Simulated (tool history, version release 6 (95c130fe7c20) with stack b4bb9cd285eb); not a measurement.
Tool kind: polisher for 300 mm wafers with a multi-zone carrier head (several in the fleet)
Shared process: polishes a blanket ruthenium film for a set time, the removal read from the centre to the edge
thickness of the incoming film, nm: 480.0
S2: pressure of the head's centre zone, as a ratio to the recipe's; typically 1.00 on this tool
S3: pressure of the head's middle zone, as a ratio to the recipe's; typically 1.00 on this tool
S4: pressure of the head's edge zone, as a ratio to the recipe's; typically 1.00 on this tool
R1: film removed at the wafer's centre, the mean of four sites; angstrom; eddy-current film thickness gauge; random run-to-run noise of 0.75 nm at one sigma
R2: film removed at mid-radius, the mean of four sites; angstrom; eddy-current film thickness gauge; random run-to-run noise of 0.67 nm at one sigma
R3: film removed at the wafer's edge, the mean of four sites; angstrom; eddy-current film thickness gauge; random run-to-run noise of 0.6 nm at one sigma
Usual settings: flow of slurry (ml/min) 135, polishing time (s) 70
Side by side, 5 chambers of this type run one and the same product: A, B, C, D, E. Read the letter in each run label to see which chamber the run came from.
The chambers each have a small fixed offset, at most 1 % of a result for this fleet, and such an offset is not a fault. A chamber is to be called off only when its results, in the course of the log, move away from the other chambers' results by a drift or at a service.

{"day": 0.283, "done": "chamber D: edge zone pressure recalibrated"}
{"run": "1A", "day": 0.3, "flow of slurry (ml/min)": 135, "S2": 1.0, "S3": 1.0, "S4": 1.0, "polishing time (s)": 70, "R1": 682.12, "R2": 693.46, "R3": 699.47}
{"run": "2C", "day": 0.633, "flow of slurry (ml/min)": 135, "S2": 1.0, "S3": 1.0, "S4": 1.0, "polishing time (s)": 70, "R1": 693.21, "R2": 674.25, "R3": 700.5}
{"run": "3B", "day": 0.958, "flow of slurry (ml/min)": 135, "S2": 1.0, "S3": 1.0, "S4": 1.0, "polishing time (s)": 70, "R1": 697.81, "R2": 699.8, "R3": 707.17}
{"run": "4E", "day": 1.367, "flow of slurry (ml/min)": 135, "S2": 1.0, "S3": 1.0, "S4": 1.0, "polishing time (s)": 70, "R1": 706.63, "R2": 700.99, "R3": 698.38}
{"day": 1.558, "done": "chamber A: slurry nozzle cleaned"}
{"run": "5D", "day": 1.633, "flow of slurry (ml/min)": 135, "S2": 1.0, "S3": 1.0, "S4": 1.0, "polishing time (s)": 70, "R1": 703.17, "R2": 689.88, "R3": 701.88}
{"day": 1.908, "done": "chamber C: slurry nozzle cleaned"}
{"day": 2.012, "done": "chamber E: edge zone pressure recalibrated"}
{"run": "6B", "day": 2.038, "flow of slurry (ml/min)": 135, "S2": 1.0, "S3": 1.0, "S4": 1.0, "polishing time (s)": 70, "R1": 694.27, "R2": 699.35, "R3": 691.47}
{"day": 2.071, "done": "chamber A: worn pad replaced by a new one"}
{"run": "7D", "day": 2.442, "flow of slurry (ml/min)": 135, "S2": 1.0, "S3": 1.0, "S4": 1.0, "polishing time (s)": 70, "R1": 697.38, "R2": 684.8, "R3": 703.73}
{"day": 2.975, "done": "chamber C: worn pad replaced by a new one"}
{"run": "8E", "day": 2.983, "flow of slurry (ml/min)": 135, "S2": 1.0, "S3": 1.0, "S4": 1.0, "polishing time (s)": 70, "R1": 694.92, "R2": 699.84, "R3": 694.12}
{"day": 3.096, "done": "chamber D: worn pad replaced by a new one"}
{"run": "9A", "day": 3.554, "flow of slurry (ml/min)": 135, "S2": 1.0, "S3": 1.0, "S4": 1.0, "polishing time (s)": 70, "R1": 690.36, "R2": 697.81, "R3": 689.72}
{"day": 3.742, "done": "chamber B: worn pad replaced by a new one"}
{"run": "10C", "day": 4.038, "flow of slurry (ml/min)": 135, "S2": 1.1, "S3": 1.0, "S4": 1.0, "polishing time (s)": 70, "R1": 763.81, "R2": 693.94, "R3": 705.25}
{"run": "11E", "day": 4.442, "flow of slurry (ml/min)": 135, "S2": 1.1, "S3": 1.0, "S4": 1.0, "polishing time (s)": 70, "R1": 767.91, "R2": 708.83, "R3": 686.3}
{"run": "12A", "day": 4.933, "flow of slurry (ml/min)": 135, "S2": 1.1, "S3": 1.0, "S4": 1.0, "polishing time (s)": 70, "R1": 769.23, "R2": 699.15, "R3": 705.8}
{"day": 5.262, "done": "chamber C: centre zone pressure recalibrated"}
{"run": "13C", "day": 5.433, "flow of slurry (ml/min)": 135, "S2": 1.1, "S3": 1.0, "S4": 1.0, "polishing time (s)": 70, "R1": 769.43, "R2": 691.28, "R3": 692.84}
{"day": 5.5, "done": "chamber A: worn pad replaced by a new one"}
{"day": 5.692, "done": "chamber C: edge zone pressure recalibrated"}
{"day": 5.812, "done": "chamber D: centre zone pressure recalibrated"}
{"run": "14D", "day": 5.867, "flow of slurry (ml/min)": 135, "S2": 1.1, "S3": 1.0, "S4": 1.0, "polishing time (s)": 70, "R1": 763.15, "R2": 690.69, "R3": 700.01}
{"run": "15B", "day": 6.271, "flow of slurry (ml/min)": 135, "S2": 0.93, "S3": 1.07, "S4": 1.0, "polishing time (s)": 70, "R1": 637.35, "R2": 758.44, "R3": 702.26}
{"run": "16C", "day": 6.758, "flow of slurry (ml/min)": 135, "S2": 0.93, "S3": 1.07, "S4": 1.0, "polishing time (s)": 70, "R1": 645.92, "R2": 740.79, "R3": 694.6}
{"day": 6.854, "done": "chamber C: worn pad replaced by a new one"}
{"day": 7.183, "done": "chamber B: worn pad replaced by a new one"}
{"run": "17B", "day": 7.279, "flow of slurry (ml/min)": 135, "S2": 0.93, "S3": 1.07, "S4": 1.0, "polishing time (s)": 70, "R1": 655.67, "R2": 757.31, "R3": 705.82}
{"day": 7.438, "done": "chamber D: worn pad replaced by a new one"}
{"run": "18E", "day": 7.542, "flow of slurry (ml/min)": 135, "S2": 0.93, "S3": 1.07, "S4": 1.0, "polishing time (s)": 70, "R1": 650.48, "R2": 746.25, "R3": 686.76}
{"run": "19D", "day": 7.9, "flow of slurry (ml/min)": 135, "S2": 0.93, "S3": 1.07, "S4": 1.0, "polishing time (s)": 70, "R1": 647.0, "R2": 734.57, "R3": 702.53}
{"run": "20A", "day": 8.175, "flow of slurry (ml/min)": 135, "S2": 1.0, "S3": 1.0, "S4": 1.0, "polishing time (s)": 70, "R1": 702.94, "R2": 690.32, "R3": 709.84}
{"run": "21E", "day": 8.446, "flow of slurry (ml/min)": 135, "S2": 1.0, "S3": 1.0, "S4": 1.0, "polishing time (s)": 70, "R1": 685.02, "R2": 697.96, "R3": 681.38}
{"run": "22D", "day": 8.821, "flow of slurry (ml/min)": 155, "S2": 1.0, "S3": 1.0, "S4": 1.08, "polishing time (s)": 70, "R1": 706.48, "R2": 709.39, "R3": 740.21}
{"day": 9.021, "done": "chamber A: worn pad replaced by a new one"}
{"run": "23A", "day": 9.358, "flow of slurry (ml/min)": 155, "S2": 1.0, "S3": 1.0, "S4": 1.08, "polishing time (s)": 70, "R1": 719.66, "R2": 728.34, "R3": 739.4}
{"run": "24C", "day": 9.804, "flow of slurry (ml/min)": 155, "S2": 1.0, "S3": 1.0, "S4": 1.08, "polishing time (s)": 70, "R1": 731.3, "R2": 710.39, "R3": 742.0}
{"run": "25B", "day": 10.162, "flow of slurry (ml/min)": 155, "S2": 1.0, "S3": 1.0, "S4": 1.08, "polishing time (s)": 70, "R1": 714.11, "R2": 715.0, "R3": 737.19}
{"day": 10.346, "done": "chamber B: centre zone pressure recalibrated"}
{"run": "26A", "day": 10.604, "flow of slurry (ml/min)": 155, "S2": 1.0, "S3": 1.0, "S4": 1.08, "polishing time (s)": 70, "R1": 721.38, "R2": 713.18, "R3": 744.72}
{"day": 10.883, "done": "chamber B: worn pad replaced by a new one"}
{"day": 11.029, "done": "chamber C: worn pad replaced by a new one"}
{"run": "27E", "day": 11.146, "flow of slurry (ml/min)": 135, "S2": 1.0, "S3": 1.0, "S4": 1.0, "polishing time (s)": 70, "R1": 685.62, "R2": 681.99, "R3": 675.77}
{"day": 11.262, "done": "chamber D: worn pad replaced by a new one"}
{"run": "28C", "day": 11.517, "flow of slurry (ml/min)": 135, "S2": 1.0, "S3": 1.0, "S4": 1.0, "polishing time (s)": 70, "R1": 688.9, "R2": 685.6, "R3": 687.84}
{"run": "29B", "day": 11.996, "flow of slurry (ml/min)": 135, "S2": 1.0, "S3": 1.0, "S4": 1.0, "polishing time (s)": 70, "R1": 689.38, "R2": 699.46, "R3": 697.03}
{"run": "30D", "day": 12.379, "flow of slurry (ml/min)": 135, "S2": 1.0, "S3": 1.0, "S4": 1.0, "polishing time (s)": 70, "R1": 676.79, "R2": 698.96, "R3": 705.77}
{"run": "31B", "day": 12.688, "flow of slurry (ml/min)": 135, "S2": 1.0, "S3": 1.0, "S4": 1.0, "polishing time (s)": 70, "R1": 704.88, "R2": 697.59, "R3": 709.43}
{"day": 12.946, "done": "chamber E: slurry nozzle cleaned"}
{"day": 12.958, "done": "chamber A: worn pad replaced by a new one"}
{"run": "32C", "day": 13.25, "flow of slurry (ml/min)": 135, "S2": 1.0, "S3": 1.0, "S4": 1.0, "polishing time (s)": 70, "R1": 711.69, "R2": 707.0, "R3": 695.44}
{"run": "33D", "day": 13.838, "flow of slurry (ml/min)": 135, "S2": 1.0, "S3": 1.0, "S4": 1.0, "polishing time (s)": 70, "R1": 698.34, "R2": 689.43, "R3": 696.43}
{"run": "34E", "day": 14.342, "flow of slurry (ml/min)": 135, "S2": 1.0, "S3": 1.0, "S4": 1.0, "polishing time (s)": 70, "R1": 677.63, "R2": 679.03, "R3": 657.79}
{"day": 14.542, "done": "chamber E: centre zone pressure recalibrated"}
{"day": 14.629, "done": "chamber B: worn pad replaced by a new one"}
{"run": "35A", "day": 14.683, "flow of slurry (ml/min)": 135, "S2": 1.0, "S3": 1.0, "S4": 1.0, "polishing time (s)": 70, "R1": 690.28, "R2": 704.59, "R3": 694.69}
{"run": "36D", "day": 15.233, "flow of slurry (ml/min)": 135, "S2": 1.0, "S3": 1.0, "S4": 1.0, "polishing time (s)": 70, "R1": 694.77, "R2": 700.17, "R3": 706.41}
{"day": 15.254, "done": "chamber C: worn pad replaced by a new one"}
{"run": "37E", "day": 15.675, "flow of slurry (ml/min)": 135, "S2": 0.92, "S3": 1.0, "S4": 1.0, "polishing time (s)": 70, "R1": 595.73, "R2": 667.38, "R3": 656.83}
{"run": "38B", "day": 16.008, "flow of slurry (ml/min)": 135, "S2": 0.92, "S3": 1.0, "S4": 1.0, "polishing time (s)": 70, "R1": 650.43, "R2": 691.68, "R3": 703.08}
{"day": 16.021, "done": "chamber D: slurry nozzle cleaned"}
{"day": 16.046, "done": "chamber D: worn pad replaced by a new one"}
{"run": "39A", "day": 16.271, "flow of slurry (ml/min)": 135, "S2": 0.92, "S3": 1.0, "S4": 1.0, "polishing time (s)": 70, "R1": 626.73, "R2": 697.32, "R3": 711.3}
{"day": 16.654, "done": "chamber A: worn pad replaced by a new one"}
{"run": "40C", "day": 16.712, "flow of slurry (ml/min)": 135, "S2": 0.92, "S3": 1.0, "S4": 1.0, "polishing time (s)": 70, "R1": 634.99, "R2": 689.78, "R3": 690.81}
{"day": 17.225, "done": "chamber B: slurry nozzle cleaned"}
{"run": "41A", "day": 17.304, "flow of slurry (ml/min)": 135, "S2": 0.92, "S3": 1.0, "S4": 1.0, "polishing time (s)": 70, "R1": 641.26, "R2": 708.15, "R3": 693.63}
{"run": "42B", "day": 17.675, "flow of slurry (ml/min)": 135, "S2": 1.0, "S3": 1.0, "S4": 1.0, "polishing time (s)": 52, "R1": 517.31, "R2": 524.51, "R3": 528.63}
{"run": "43D", "day": 17.992, "flow of slurry (ml/min)": 135, "S2": 1.0, "S3": 1.0, "S4": 1.0, "polishing time (s)": 52, "R1": 514.81, "R2": 522.6, "R3": 529.93}

Predict what each chamber gives when all 5 of them run the settings below next.
{"run": "44A", "day": 18.417, "flow of slurry (ml/min)": 135, "S2": 1.0, "S3": 1.09, "S4": 1.0, "polishing time (s)": 70, "R1": "?", "R2": "?", "R3": "?"}
{"run": "44B", "day": 18.417, "flow of slurry (ml/min)": 135, "S2": 1.0, "S3": 1.09, "S4": 1.0, "polishing time (s)": 70, "R1": "?", "R2": "?", "R3": "?"}
{"run": "44C", "day": 18.417, "flow of slurry (ml/min)": 135, "S2": 1.0, "S3": 1.09, "S4": 1.0, "polishing time (s)": 70, "R1": "?", "R2": "?", "R3": "?"}
{"run": "44D", "day": 18.417, "flow of slurry (ml/min)": 135, "S2": 1.0, "S3": 1.09, "S4": 1.0, "polishing time (s)": 70, "R1": "?", "R2": "?", "R3": "?"}
{"run": "44E", "day": 18.417, "flow of slurry (ml/min)": 135, "S2": 1.0, "S3": 1.09, "S4": 1.0, "polishing time (s)": 70, "R1": "?", "R2": "?", "R3": "?"}

run=44A R1=699.01 R2=773.63 R3=701.68
run=44B R1=689.88 R2=769.03 R3=701.89
run=44C R1=689.66 R2=750.85 R3=696.66
run=44D R1=681.38 R2=735.96 R3=702.81
run=44E R1=647.11 R2=699.42 R3=648.27
